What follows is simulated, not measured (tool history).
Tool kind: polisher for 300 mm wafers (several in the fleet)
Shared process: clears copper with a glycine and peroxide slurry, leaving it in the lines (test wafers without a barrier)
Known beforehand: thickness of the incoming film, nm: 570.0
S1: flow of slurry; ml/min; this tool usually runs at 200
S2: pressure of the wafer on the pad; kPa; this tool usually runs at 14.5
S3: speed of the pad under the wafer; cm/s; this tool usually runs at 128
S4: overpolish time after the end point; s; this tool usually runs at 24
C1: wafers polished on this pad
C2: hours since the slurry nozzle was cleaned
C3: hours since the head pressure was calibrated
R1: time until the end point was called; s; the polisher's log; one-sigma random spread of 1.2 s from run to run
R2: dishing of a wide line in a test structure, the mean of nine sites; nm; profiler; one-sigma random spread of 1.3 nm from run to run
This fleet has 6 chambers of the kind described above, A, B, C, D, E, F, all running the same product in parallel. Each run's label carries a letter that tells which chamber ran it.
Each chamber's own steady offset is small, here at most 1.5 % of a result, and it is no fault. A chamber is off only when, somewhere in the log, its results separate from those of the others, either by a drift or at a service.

run 1D hour=3.7 | S1=200 S2=14.5 S3=128 S4=24 | C1=254 C2=35.4 C3=64.2 | R1=98.077 R2=76.689
run 2F hour=6.1 | S1=200 S2=14.5 S3=128 S4=24 | C1=232 C2=372.5 C3=154.6 | R1=99.318 R2=74.370
run 3A hour=10.4 | S1=200 S2=14.5 S3=128 S4=24 | C1=536 C2=179.9 C3=1175.3 | R1=100.680 R2=73.369
-- hour=12.1 chamber A: worn pad replaced by a new one
run 4B hour=14.6 | S1=200 S2=14.5 S3=128 S4=24 | C1=754 C2=78.7 C3=288.7 | R1=98.476 R2=74.211
run 5E hour=18.8 | S1=200 S2=14.5 S3=128 S4=24 | C1=685 C2=259.0 C3=318.3 | R1=98.886 R2=75.724
-- hour=20.4 chamber B: worn pad replaced by a new one
run 6C hour=20.8 | S1=160 S2=14.5 S3=152 S4=24 | C1=680 C2=142.1 C3=338.7 | R1=87.652 R2=80.405
run 7E hour=23.0 | S1=160 S2=14.5 S3=152 S4=24 | C1=712 C2=263.2 C3=322.5 | R1=89.112 R2=79.824
-- hour=25.8 chamber C: worn pad replaced by a new one
run 8A hour=26.5 | S1=160 S2=14.5 S3=152 S4=24 | C1=92 C2=196.0 C3=1191.4 | R1=89.935 R2=79.941
run 9C hour=28.9 | S1=160 S2=14.5 S3=152 S4=24 | C1=20 C2=150.2 C3=346.8 | R1=88.083 R2=76.802
run 10F hour=33.2 | S1=160 S2=14.5 S3=152 S4=24 | C1=405 C2=399.6 C3=181.7 | R1=90.085 R2=77.702
run 11D hour=36.4 | S1=160 S2=14.5 S3=152 S4=24 | C1=463 C2=68.1 C3=96.9 | R1=87.452 R2=78.469
run 12B hour=38.8 | S1=200 S2=14.5 S3=128 S4=24 | C1=117 C2=102.9 C3=312.9 | R1=98.156 R2=71.413
run 13C hour=41.6 | S1=200 S2=14.5 S3=128 S4=24 | C1=101 C2=162.9 C3=359.5 | R1=99.454 R2=74.389
run 14F hour=44.9 | S1=200 S2=14.5 S3=168 S4=24 | C1=480 C2=411.3 C3=193.4 | R1=81.129 R2=81.075
run 15D hour=48.9 | S1=200 S2=14.5 S3=168 S4=24 | C1=543 C2=80.6 C3=109.4 | R1=79.231 R2=86.342
run 16B hour=52.3 | S1=200 S2=14.5 S3=168 S4=24 | C1=203 C2=116.4 C3=326.4 | R1=78.159 R2=87.493
run 17E hour=56.0 | S1=200 S2=14.5 S3=168 S4=24 | C1=922 C2=296.2 C3=355.5 | R1=81.079 R2=81.402
run 18A hour=58.9 | S1=200 S2=14.5 S3=168 S4=24 | C1=298 C2=228.4 C3=1223.8 | R1=80.451 R2=85.212
-- hour=62.7 chamber F: slurry nozzle cleaned
run 19D hour=63.0 | S1=200 S2=14.5 S3=168 S4=24 | C1=633 C2=94.7 C3=123.5 | R1=78.799 R2=83.220
run 20E hour=67.1 | S1=155 S2=16.5 S3=128 S4=24 | C1=993 C2=307.3 C3=366.6 | R1=93.076 R2=77.896
run 21B hour=70.9 | S1=155 S2=16.5 S3=128 S4=24 | C1=322 C2=135.0 C3=345.0 | R1=91.664 R2=78.476
-- hour=71.2 chamber E: worn pad replaced by a new one
run 22A hour=74.5 | S1=155 S2=16.5 S3=128 S4=24 | C1=398 C2=244.0 C3=1239.4 | R1=92.209 R2=82.759
-- hour=77.9 chamber C: slurry nozzle cleaned
run 23F hour=78.0 | S1=155 S2=16.5 S3=128 S4=24 | C1=691 C2=15.4 C3=226.5 | R1=95.652 R2=75.714
run 24C hour=80.3 | S1=155 S2=16.5 S3=128 S4=24 | C1=348 C2=2.5 C3=398.2 | R1=93.328 R2=78.683
-- hour=82.2 chamber A: worn pad replaced by a new one
run 25B hour=84.8 | S1=155 S2=16.5 S3=128 S4=24 | C1=411 C2=148.9 C3=358.9 | R1=90.946 R2=80.288
-- hour=85.5 chamber D: worn pad replaced by a new one
run 26D hour=88.2 | S1=180 S2=14.5 S3=146 S4=24 | C1=17 C2=119.9 C3=148.7 | R1=90.588 R2=77.743
run 27E hour=90.5 | S1=180 S2=14.5 S3=146 S4=24 | C1=123 C2=330.7 C3=390.0 | R1=89.946 R2=78.784
run 28F hour=92.7 | S1=180 S2=14.5 S3=146 S4=24 | C1=785 C2=30.1 C3=241.2 | R1=100.010 R2=75.344
run 29A hour=94.8 | S1=180 S2=14.5 S3=146 S4=24 | C1=80 C2=264.3 C3=1259.7 | R1=91.105 R2=78.494
run 30C hour=97.8 | S1=180 S2=14.5 S3=146 S4=24 | C1=460 C2=20.0 C3=415.7 | R1=89.458 R2=76.721
run 31B hour=101.4 | S1=180 S2=14.5 S3=146 S4=24 | C1=517 C2=165.5 C3=375.5 | R1=88.265 R2=78.693
run 32C hour=104.8 | S1=200 S2=14.5 S3=128 S4=24 | C1=504 C2=27.0 C3=422.7 | R1=98.378 R2=72.581
run 33F hour=109.0 | S1=200 S2=14.5 S3=128 S4=35 | C1=889 C2=46.4 C3=257.5 | R1=106.250 R2=89.088
run 34E hour=111.9 | S1=200 S2=14.5 S3=128 S4=35 | C1=260 C2=352.1 C3=411.4 | R1=99.245 R2=89.999
run 35D hour=115.9 | S1=200 S2=14.5 S3=128 S4=35 | C1=194 C2=147.6 C3=176.4 | R1=98.209 R2=92.618
run 36A hour=120.0 | S1=200 S2=14.5 S3=128 S4=35 | C1=241 C2=289.5 C3=1284.9 | R1=100.050 R2=93.235
run 37D hour=122.9 | S1=200 S2=14.5 S3=128 S4=35 | C1=239 C2=154.6 C3=183.4 | R1=97.331 R2=92.925
run 38E hour=125.7 | S1=200 S2=14.5 S3=128 S4=35 | C1=348 C2=365.9 C3=425.2 | R1=100.510 R2=90.008
run 39B hour=128.6 | S1=200 S2=14.5 S3=128 S4=24 | C1=690 C2=192.7 C3=402.7 | R1=96.685 R2=72.704

Which is it: a chamber that has drifted or been left off by a service, a gauge drift common to all chambers, or only each chamber's usual small offset? If a chamber is off, name it and its likeliest cause.

Little by little, chamber F moves away from the other chambers.
Cause: removal rate lost through wear of the pad, % = 11.6.
With only this log, it may be confused with: head's pressure below its setpoint, %.

Here are 4 candidates for chamber F's next run, each the usual settings with a change, their results left as question marks. Which one brings its results back in line with what the others give on the usual settings?
Counts as in line when no further than this from what the other chambers average on the usual settings: R1 4.300 s; R2 4.500 nm
run 40F-1 hour=131.8 | S1=205 S2=16.5 S3=146 S4=24 | R1=? R2=?
run 40F-2 hour=131.8 | S1=200 S2=15.2 S3=138 S4=24 | R1=? R2=?
run 40F-3 hour=131.8 | S1=200 S2=13.8 S3=118 S4=24 | R1=? R2=?
run 40F-4 hour=131.8 | S1=195 S2=12.4 S3=110 S4=24 | R1=? R2=?

The mean the other chambers reach with the usual settings: R1 99.084 s; R2 74.617 nm
run=40F-1 R1=88.815 R2=79.053
run=40F-2 R1=100.640 R2=72.612
run=40F-3 R1=123.680 R2=63.145
run=40F-4 R1=142.510 R2=56.791
With 40F-2, the chamber falls back in line with the rest.
